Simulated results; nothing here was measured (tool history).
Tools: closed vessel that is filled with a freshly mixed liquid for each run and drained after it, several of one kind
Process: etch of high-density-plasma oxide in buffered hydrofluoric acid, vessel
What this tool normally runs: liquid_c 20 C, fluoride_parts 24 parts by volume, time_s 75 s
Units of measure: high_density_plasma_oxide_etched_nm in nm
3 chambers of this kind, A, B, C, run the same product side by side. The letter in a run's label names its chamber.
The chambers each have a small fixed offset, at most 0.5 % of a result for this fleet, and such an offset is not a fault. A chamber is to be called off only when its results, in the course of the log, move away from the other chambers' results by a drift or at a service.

run	hour	liquid_c	fluoride_parts	time_s	hours since the thermometer was replaced	hours since the hydrofluoric acid flow meter was replaced	read-back film thickness of the high-density-plasma oxide reference wafer, read on the same gauge (nm)	high_density_plasma_oxide_etched_nm
1C	3.9	20	24	75	2082.4	949.8	120.04	58.905
2A	8.4	20	24	75	1260.5	47.8	120	59.329
3B	13.6	20	24	75	1736.8	437.9	119.98	58.86
4A	18.6	20	24	75	1270.7	58	119.99	59.84
5C	24.5	20	24	75	2103	970.4	119.98	59.777
6B	31	20	24	75	1754.2	455.3	120.01	59.256
7A	37.3	20	24	75	1289.4	76.7	119.97	59.285
8C	42.5	20	24	75	2121	988.4	120.03	58.474
9B	45.6	20	24	75	1768.8	469.9	120.02	59.187
10C	51	20	24	75	2129.5	996.9	119.96	59.642
11A	57.2	20	24	75	1309.3	96.6	120.01	58.953
12B	61	18	21	75	1784.2	485.3	120.01	56.959
13C	63.9	18	21	75	2142.4	1009.8	120	58.359
14A	70.4	18	21	75	1322.5	109.8	119.99	58.843
15B	74	20	24	75	1797.2	498.3	119.99	57.682
16C	79.7	20	24	75	2158.2	1025.6	120	59.771
17A	83.1	20	24	75	1335.2	122.5	120	58.87
18B	88.3	20	24	75	1811.5	512.6	119.97	57.697
19A	93.1	20	24	75	1345.2	132.5	119.98	59.157
20C	96.5	20	24	75	2175	1042.4	119.98	58.972
21B	102.7	17	24	35	1825.9	527	120	22.834
22A	108.2	17	24	35	1360.3	147.6	119.99	23.036
23B	113.3	17	24	35	1836.5	537.6	120.02	22.505
24C	116.4	20	24	75	2194.9	1062.3	120.01	58.888
25C	119.9	20	24	75	2198.4	1065.8	120.01	58.352
26A	125.8	20	24	75	1377.9	165.2	120.02	58.539
27B	128.9	20	24	75	1852.1	553.2	119.95	56.541
28B	135.2	20	24	75	1858.4	559.5	119.99	56.746
29A	139.7	20	24	75	1391.8	179.1	119.98	59.77
30C	144.9	20	24	75	2223.4	1090.8	119.98	58.977
31B	149.6	20	24	75	1872.8	573.9	119.99	56.105
32A	154.1	20	24	75	1406.2	193.5	120.03	59.81
33C	157.4	20	24	75	2235.9	1103.3	120	59.453
34A	163	20	24	75	1415.1	202.4	119.98	59.852
35C	166.8	20	24	75	2245.3	1112.7	120.01	60.015
36B	170.5	20	24	75	1893.7	594.8	120.01	55.199
37A	174.4	20	24	75	1426.5	213.8	119.96	59.08
38C	178.7	20	24	75	2257.2	1124.6	120.02	58.857
39B	183.3	20	24	75	1906.5	607.6	119.98	54.484

Decide between three cases: one chamber stands off from its peers, the gauge reading all wafers drifts, or nothing is wrong past each chamber's small offset. Where a chamber is off, say which and what most likely put it there.

Little by little, chamber B moves away from the other chambers.
Cause: hydrofluoric acid flow below the setpoint (%) = 10.1.
It could be hard to tell apart here from: liquid colder than its thermometer reads (K).

Chamber B could run next with any of the 4 candidate recipes listed below; each alters the usual settings, and their results appear as question marks. Which one brings its results back in line with what the other chambers deliver on the usual settings?
In-line tolerance around the mean of the other chambers on the usual settings: high_density_plasma_oxide_etched_nm 1.7 nm
40B-1	188.1	20.5	22.5	75				?
40B-2	188.1	21.5	21.5	75				?
40B-3	188.1	20	24.5	70				?
40B-4	188.1	20	24	65				?

Average result of the remaining chambers running the usual settings: high_density_plasma_oxide_etched_nm 59.395 nm
run	high_density_plasma_oxide_etched_nm
40B-1	59.096
40B-2	64.52
40B-3	50.517
40B-4	47.592
40B-1 is the one that brings the chamber's results back in line with the other chambers.

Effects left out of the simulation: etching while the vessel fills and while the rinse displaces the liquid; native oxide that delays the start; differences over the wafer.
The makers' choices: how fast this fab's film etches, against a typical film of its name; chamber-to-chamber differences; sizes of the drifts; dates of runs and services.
